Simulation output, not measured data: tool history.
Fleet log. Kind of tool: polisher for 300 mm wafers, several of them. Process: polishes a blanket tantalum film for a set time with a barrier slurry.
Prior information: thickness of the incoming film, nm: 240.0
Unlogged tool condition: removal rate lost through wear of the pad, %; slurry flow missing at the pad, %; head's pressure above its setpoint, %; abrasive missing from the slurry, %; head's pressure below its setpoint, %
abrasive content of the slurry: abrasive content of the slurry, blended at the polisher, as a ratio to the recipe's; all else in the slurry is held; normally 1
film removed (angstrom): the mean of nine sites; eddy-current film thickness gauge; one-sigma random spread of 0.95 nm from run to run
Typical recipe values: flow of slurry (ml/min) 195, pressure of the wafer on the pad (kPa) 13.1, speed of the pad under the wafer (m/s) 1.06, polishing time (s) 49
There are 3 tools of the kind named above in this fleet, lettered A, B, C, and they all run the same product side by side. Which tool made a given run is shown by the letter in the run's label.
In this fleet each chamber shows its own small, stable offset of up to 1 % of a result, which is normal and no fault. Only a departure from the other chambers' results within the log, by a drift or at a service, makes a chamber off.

run,hour,flow of slurry (ml/min),pressure of the wafer on the pad (kPa),speed of the pad under the wafer (m/s),abrasive content of the slurry,polishing time (s),wafers polished on this pad,hours since the slurry nozzle was cleaned,hours since the head pressure was calibrated,hours since the slurry blender was calibrated,film removed (angstrom)
# hour 2.6: chamber A: worn pad replaced by a new one
1A,10.2,195,13.1,1.06,1,49,131,118,691.7,52.3,685.11
2B,16.3,195,13.1,1.06,1,49,433,283.7,18.5,139.6,701.09
3C,22.5,195,13.1,1.06,1,49,421,35.9,962.4,105.5,681.02
4C,31.5,195,13.1,1.06,1,49,574,44.9,971.4,114.5,682.56
5B,39.6,195,13.1,1.06,1,49,830,307,41.8,162.9,673.12
# hour 40.5: chamber C: worn pad replaced by a new one
# hour 43.7: chamber B: worn pad replaced by a new one
6A,45.1,195,11,0.86,1,49,725,152.9,726.6,87.2,471.57
7A,51.5,195,11,0.86,1,49,834,159.3,733,93.6,459.23
8C,61.4,195,11,0.86,1,49,356,74.8,1001.3,144.4,459.1
9B,69.4,195,13.1,1.06,1,49,437,336.8,71.6,192.7,677.8
# hour 77.5: chamber A: worn pad replaced by a new one
10B,77.7,195,13.1,1.06,1,49,579,345.1,79.9,201,689.54
11C,86.7,195,13.1,1.06,1,49,786,100.1,1026.6,169.7,681.5
# hour 90: chamber C: worn pad replaced by a new one
12A,93.9,195,13.1,1.28,1,49,279,201.7,775.4,136,824.36
# hour 96.2: chamber B: worn pad replaced by a new one
13B,102.6,195,13.1,1.28,1,49,109,370,104.8,225.9,814.67
14C,115.2,195,13.1,1.28,1,49,429,128.6,1055.1,198.2,814.51
15A,123.1,195,13.1,1.06,1,49,776,230.9,804.6,165.2,666.34
16C,133.3,195,13.1,1.06,1,49,738,146.7,1073.2,216.3,682.19
# hour 134.1: chamber C: worn pad replaced by a new one
17B,139,195,13.1,1.06,1,49,729,406.4,141.2,262.3,655.28
# hour 139.6: chamber A: worn pad replaced by a new one
# hour 144.1: chamber B: worn pad replaced by a new one
18A,145,195,13.1,1.06,1,49,92,252.8,826.5,187.1,677.4
19B,156.7,195,16.5,0.9,1,49,214,424.1,158.9,280,705.99
# hour 163.7: chamber C: slurry blender recalibrated
20A,166.7,195,16.5,0.9,1,49,461,274.5,848.2,208.8,744.79
21C,173.9,195,16.5,0.9,1,49,679,187.3,1113.8,10.2,727.29
# hour 182.3: chamber A: slurry blender recalibrated
# hour 185.8: chamber C: worn pad replaced by a new one
22A,186.1,195,13.1,1.06,1,49,792,293.9,867.6,3.8,676.57
# hour 188.6: chamber A: slurry nozzle cleaned
23B,191.7,195,13.1,1.06,1,49,810,459.1,193.9,315,639.74
# hour 195: chamber B: worn pad replaced by a new one
24C,197.3,195,13.1,1.06,1,49,196,210.7,1137.2,33.6,681.02
25A,209.3,195,13.1,1.06,1,49,1187,20.7,890.8,27,684.88
26C,215.4,195,13.1,1.06,1,49,504,228.8,1155.3,51.7,682.27
27B,226.9,195,11.7,1.06,1,38,544,494.3,229.1,350.2,427.92
28B,235.4,195,11.7,1.06,1,38,689,502.8,237.6,358.7,420.57
# hour 238: chamber C: worn pad replaced by a new one
29C,241.2,195,11.7,1.06,1,38,56,254.6,1181.1,77.5,486.88

Decide between three cases: one chamber stands off from its peers, the gauge reading all wafers drifts, or nothing is wrong past each chamber's small offset. Where a chamber is off, say which and what most likely put it there.

Little by little, chamber B moves away from the other chambers.
What lies behind it: abrasive missing from the slurry, % = 34.2.
The log might look much the same if the cause were instead: head's pressure below its setpoint, %.

Chamber B could run next with any of the 4 candidate recipes listed below; each alters the usual settings, and their results appear as question marks. Which one brings its results back in line with what the other chambers deliver on the usual settings?
In line means no further than this from the other chambers' mean on the usual settings: film removed (angstrom) 33
30B-1,250.2,190,13.1,1.06,1,38,,,,,?
30B-2,250.2,195,13.1,0.98,1,46,,,,,?
30B-3,250.2,200,16.5,1.06,1.05,49,,,,,?
30B-4,250.2,195,13.1,1.12,1,52,,,,,?

The other chambers' mean on the usual settings: film removed (angstrom) 682.82
run,film removed (angstrom)
30B-1,465.13
30B-2,522.41
30B-3,777.65
30B-4,674.99
The answer is 30B-4, which returns the chamber to within the allowed miss of the others.

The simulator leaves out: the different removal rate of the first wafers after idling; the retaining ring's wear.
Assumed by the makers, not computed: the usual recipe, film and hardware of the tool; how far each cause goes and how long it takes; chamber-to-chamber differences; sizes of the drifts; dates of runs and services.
